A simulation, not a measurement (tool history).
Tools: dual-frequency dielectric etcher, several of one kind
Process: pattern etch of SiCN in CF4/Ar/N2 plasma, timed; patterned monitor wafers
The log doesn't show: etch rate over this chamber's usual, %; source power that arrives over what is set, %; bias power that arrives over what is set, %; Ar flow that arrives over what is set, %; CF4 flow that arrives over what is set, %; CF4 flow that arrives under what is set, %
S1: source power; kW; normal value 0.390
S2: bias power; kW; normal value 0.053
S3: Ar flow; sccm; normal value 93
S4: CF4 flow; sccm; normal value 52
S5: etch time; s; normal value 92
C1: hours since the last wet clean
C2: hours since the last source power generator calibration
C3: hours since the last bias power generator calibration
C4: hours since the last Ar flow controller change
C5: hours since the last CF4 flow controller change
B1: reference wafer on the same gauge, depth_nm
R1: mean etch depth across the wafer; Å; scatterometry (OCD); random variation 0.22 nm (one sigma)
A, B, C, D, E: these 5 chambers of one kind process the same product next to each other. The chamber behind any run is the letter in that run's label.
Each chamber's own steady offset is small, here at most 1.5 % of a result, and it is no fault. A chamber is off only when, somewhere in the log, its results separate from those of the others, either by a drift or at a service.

{"day": 0.138, "done": "chamber C: CF4 flow controller replaced"}
{"day": 0.488, "done": "chamber D: wet clean of the chamber"}
{"run": "1C", "day": 0.646, "S1": 0.39, "S2": 0.053, "S3": 93, "S4": 52, "S5": 92, "C1": 210.7, "C2": 2337.5, "C3": 329.1, "C4": 404.8, "C5": 12.3, "B1": 58.66, "R1": 594.53}
{"run": "2E", "day": 1.229, "S1": 0.39, "S2": 0.053, "S3": 93, "S4": 52, "S5": 92, "C1": 237.6, "C2": 1434.7, "C3": 272.8, "C4": 703.6, "C5": 537.3, "B1": 58.645, "R1": 608.88}
{"day": 1.717, "done": "chamber B: wet clean of the chamber"}
{"run": "3D", "day": 1.775, "S1": 0.39, "S2": 0.053, "S3": 93, "S4": 52, "S5": 92, "C1": 31.0, "C2": 2962.5, "C3": 151.0, "C4": 3913.9, "C5": 3115.8, "B1": 58.639, "R1": 609.53}
{"run": "4A", "day": 2.233, "S1": 0.39, "S2": 0.053, "S3": 93, "S4": 52, "S5": 92, "C1": 338.9, "C2": 3026.7, "C3": 912.5, "C4": 2350.1, "C5": 2168.4, "B1": 58.646, "R1": 611.09}
{"run": "5B", "day": 2.667, "S1": 0.39, "S2": 0.053, "S3": 93, "S4": 52, "S5": 92, "C1": 22.8, "C2": 3282.1, "C3": 206.3, "C4": 722.7, "C5": 1708.7, "B1": 58.581, "R1": 609.15}
{"run": "6D", "day": 2.971, "S1": 0.39, "S2": 0.053, "S3": 105, "S4": 42, "S5": 92, "C1": 59.7, "C2": 2991.2, "C3": 179.7, "C4": 3942.6, "C5": 3144.5, "B1": 58.604, "R1": 569.79}
{"run": "7C", "day": 3.471, "S1": 0.39, "S2": 0.053, "S3": 105, "S4": 42, "S5": 92, "C1": 278.5, "C2": 2405.3, "C3": 396.9, "C4": 472.6, "C5": 80.1, "B1": 58.633, "R1": 561.44}
{"run": "8A", "day": 3.825, "S1": 0.39, "S2": 0.053, "S3": 105, "S4": 42, "S5": 92, "C1": 377.1, "C2": 3064.9, "C3": 950.7, "C4": 2388.3, "C5": 2206.6, "B1": 58.602, "R1": 579.15}
{"run": "9B", "day": 4.133, "S1": 0.39, "S2": 0.053, "S3": 105, "S4": 42, "S5": 92, "C1": 58.0, "C2": 3317.3, "C3": 241.5, "C4": 757.9, "C5": 1743.9, "B1": 58.56, "R1": 575.41}
{"run": "10E", "day": 4.588, "S1": 0.39, "S2": 0.053, "S3": 105, "S4": 42, "S5": 92, "C1": 318.2, "C2": 1515.3, "C3": 353.4, "C4": 784.2, "C5": 617.9, "B1": 58.544, "R1": 581.29}
{"run": "11C", "day": 5.083, "S1": 0.39, "S2": 0.053, "S3": 93, "S4": 52, "S5": 92, "C1": 317.2, "C2": 2444.0, "C3": 435.6, "C4": 511.3, "C5": 118.8, "B1": 58.549, "R1": 599.07}
{"run": "12B", "day": 5.608, "S1": 0.39, "S2": 0.053, "S3": 93, "S4": 52, "S5": 92, "C1": 93.4, "C2": 3352.7, "C3": 276.9, "C4": 793.3, "C5": 1779.3, "B1": 58.608, "R1": 603.59}
{"run": "13E", "day": 6.138, "S1": 0.39, "S2": 0.053, "S3": 93, "S4": 52, "S5": 92, "C1": 355.4, "C2": 1552.5, "C3": 390.6, "C4": 821.4, "C5": 655.1, "B1": 58.602, "R1": 615.96}
{"day": 6.229, "done": "chamber D: Ar flow controller replaced"}
{"run": "14D", "day": 6.538, "S1": 0.39, "S2": 0.053, "S3": 93, "S4": 52, "S5": 92, "C1": 145.3, "C2": 3076.8, "C3": 265.3, "C4": 7.5, "C5": 3230.1, "B1": 58.584, "R1": 606.29}
{"run": "15A", "day": 6.917, "S1": 0.39, "S2": 0.053, "S3": 93, "S4": 52, "S5": 92, "C1": 451.3, "C2": 3139.1, "C3": 1024.9, "C4": 2462.5, "C5": 2280.8, "B1": 58.585, "R1": 614.45}
{"day": 6.975, "done": "chamber D: source power generator calibrated"}
{"run": "16B", "day": 7.454, "S1": 0.39, "S2": 0.053, "S3": 93, "S4": 52, "S5": 92, "C1": 137.7, "C2": 3397.0, "C3": 321.2, "C4": 837.6, "C5": 1823.6, "B1": 58.617, "R1": 610.02}
{"run": "17C", "day": 7.846, "S1": 0.39, "S2": 0.053, "S3": 93, "S4": 52, "S5": 92, "C1": 383.5, "C2": 2510.3, "C3": 501.9, "C4": 577.6, "C5": 185.1, "B1": 58.582, "R1": 596.52}
{"run": "18A", "day": 8.183, "S1": 0.39, "S2": 0.053, "S3": 83, "S4": 48, "S5": 92, "C1": 481.7, "C2": 3169.5, "C3": 1055.3, "C4": 2492.9, "C5": 2311.2, "B1": 58.617, "R1": 617.43}
{"run": "19E", "day": 8.55, "S1": 0.39, "S2": 0.053, "S3": 83, "S4": 48, "S5": 92, "C1": 413.3, "C2": 1610.4, "C3": 448.5, "C4": 879.3, "C5": 713.0, "B1": 58.591, "R1": 627.09}
{"run": "20D", "day": 8.992, "S1": 0.39, "S2": 0.053, "S3": 83, "S4": 48, "S5": 92, "C1": 204.2, "C2": 48.5, "C3": 324.2, "C4": 66.4, "C5": 3289.0, "B1": 58.597, "R1": 610.56}
{"run": "21A", "day": 9.304, "S1": 0.39, "S2": 0.053, "S3": 83, "S4": 48, "S5": 92, "C1": 508.6, "C2": 3196.4, "C3": 1082.2, "C4": 2519.8, "C5": 2338.1, "B1": 58.611, "R1": 613.54}
{"run": "22D", "day": 9.608, "S1": 0.39, "S2": 0.053, "S3": 83, "S4": 48, "S5": 92, "C1": 219.0, "C2": 63.3, "C3": 339.0, "C4": 81.2, "C5": 3303.8, "B1": 58.603, "R1": 614.08}
{"run": "23C", "day": 9.975, "S1": 0.39, "S2": 0.053, "S3": 93, "S4": 52, "S5": 92, "C1": 434.6, "C2": 2561.4, "C3": 553.0, "C4": 628.7, "C5": 236.2, "B1": 58.595, "R1": 594.71}
{"run": "24B", "day": 10.367, "S1": 0.39, "S2": 0.053, "S3": 93, "S4": 52, "S5": 92, "C1": 207.6, "C2": 3466.9, "C3": 391.1, "C4": 907.5, "C5": 1893.5, "B1": 58.578, "R1": 611.59}
{"run": "25E", "day": 10.988, "S1": 0.39, "S2": 0.053, "S3": 93, "S4": 52, "S5": 92, "C1": 471.8, "C2": 1668.9, "C3": 507.0, "C4": 937.8, "C5": 771.5, "B1": 58.582, "R1": 620.2}
{"run": "26C", "day": 11.608, "S1": 0.39, "S2": 0.053, "S3": 93, "S4": 52, "S5": 92, "C1": 473.8, "C2": 2600.6, "C3": 592.2, "C4": 667.9, "C5": 275.4, "B1": 58.576, "R1": 597.03}
{"run": "27E", "day": 12.054, "S1": 0.39, "S2": 0.053, "S3": 93, "S4": 52, "S5": 92, "C1": 497.4, "C2": 1694.5, "C3": 532.6, "C4": 963.4, "C5": 797.1, "B1": 58.595, "R1": 629.88}
{"run": "28B", "day": 12.417, "S1": 0.39, "S2": 0.053, "S3": 93, "S4": 52, "S5": 92, "C1": 256.8, "C2": 3516.1, "C3": 440.3, "C4": 956.7, "C5": 1942.7, "B1": 58.619, "R1": 612.01}
{"run": "29A", "day": 12.942, "S1": 0.39, "S2": 0.063, "S3": 93, "S4": 52, "S5": 92, "C1": 595.9, "C2": 3283.7, "C3": 1169.5, "C4": 2607.1, "C5": 2425.4, "B1": 58.632, "R1": 648.67}
{"run": "30D", "day": 13.588, "S1": 0.39, "S2": 0.063, "S3": 93, "S4": 52, "S5": 92, "C1": 314.5, "C2": 158.8, "C3": 434.5, "C4": 176.7, "C5": 3399.3, "B1": 58.636, "R1": 639.58}
{"day": 13.917, "done": "chamber C: wet clean of the chamber"}
{"run": "31A", "day": 14.154, "S1": 0.39, "S2": 0.063, "S3": 93, "S4": 52, "S5": 92, "C1": 625.0, "C2": 3312.8, "C3": 1198.6, "C4": 2636.2, "C5": 2454.5, "B1": 58.587, "R1": 646.69}
{"run": "32C", "day": 14.712, "S1": 0.39, "S2": 0.063, "S3": 93, "S4": 52, "S5": 92, "C1": 19.1, "C2": 2675.1, "C3": 666.7, "C4": 742.4, "C5": 349.9, "B1": 58.624, "R1": 631.89}
{"run": "33B", "day": 15.112, "S1": 0.39, "S2": 0.063, "S3": 93, "S4": 52, "S5": 92, "C1": 321.5, "C2": 3580.8, "C3": 505.0, "C4": 1021.4, "C5": 2007.4, "B1": 58.556, "R1": 642.8}
{"run": "34D", "day": 15.417, "S1": 0.39, "S2": 0.053, "S3": 93, "S4": 52, "S5": 92, "C1": 358.4, "C2": 202.7, "C3": 478.4, "C4": 220.6, "C5": 3443.2, "B1": 58.607, "R1": 607.95}
{"run": "35E", "day": 15.779, "S1": 0.39, "S2": 0.053, "S3": 93, "S4": 52, "S5": 92, "C1": 586.8, "C2": 1783.9, "C3": 622.0, "C4": 1052.8, "C5": 886.5, "B1": 58.626, "R1": 629.96}

All 5 chambers run these settings next. Forecast each chamber's results:
{"run": "36A", "day": 16.262, "S1": 0.39, "S2": 0.053, "S3": 93, "S4": 52, "S5": 92, "R1": "?"}
{"run": "36B", "day": 16.262, "S1": 0.39, "S2": 0.053, "S3": 93, "S4": 52, "S5": 92, "R1": "?"}
{"run": "36C", "day": 16.262, "S1": 0.39, "S2": 0.053, "S3": 93, "S4": 52, "S5": 92, "R1": "?"}
{"run": "36D", "day": 16.262, "S1": 0.39, "S2": 0.053, "S3": 93, "S4": 52, "S5": 92, "R1": "?"}
{"run": "36E", "day": 16.262, "S1": 0.39, "S2": 0.053, "S3": 93, "S4": 52, "S5": 92, "R1": "?"}

run=36A R1=617.61
run=36B R1=611.11
run=36C R1=600.31
run=36D R1=606.81
run=36E R1=629.55
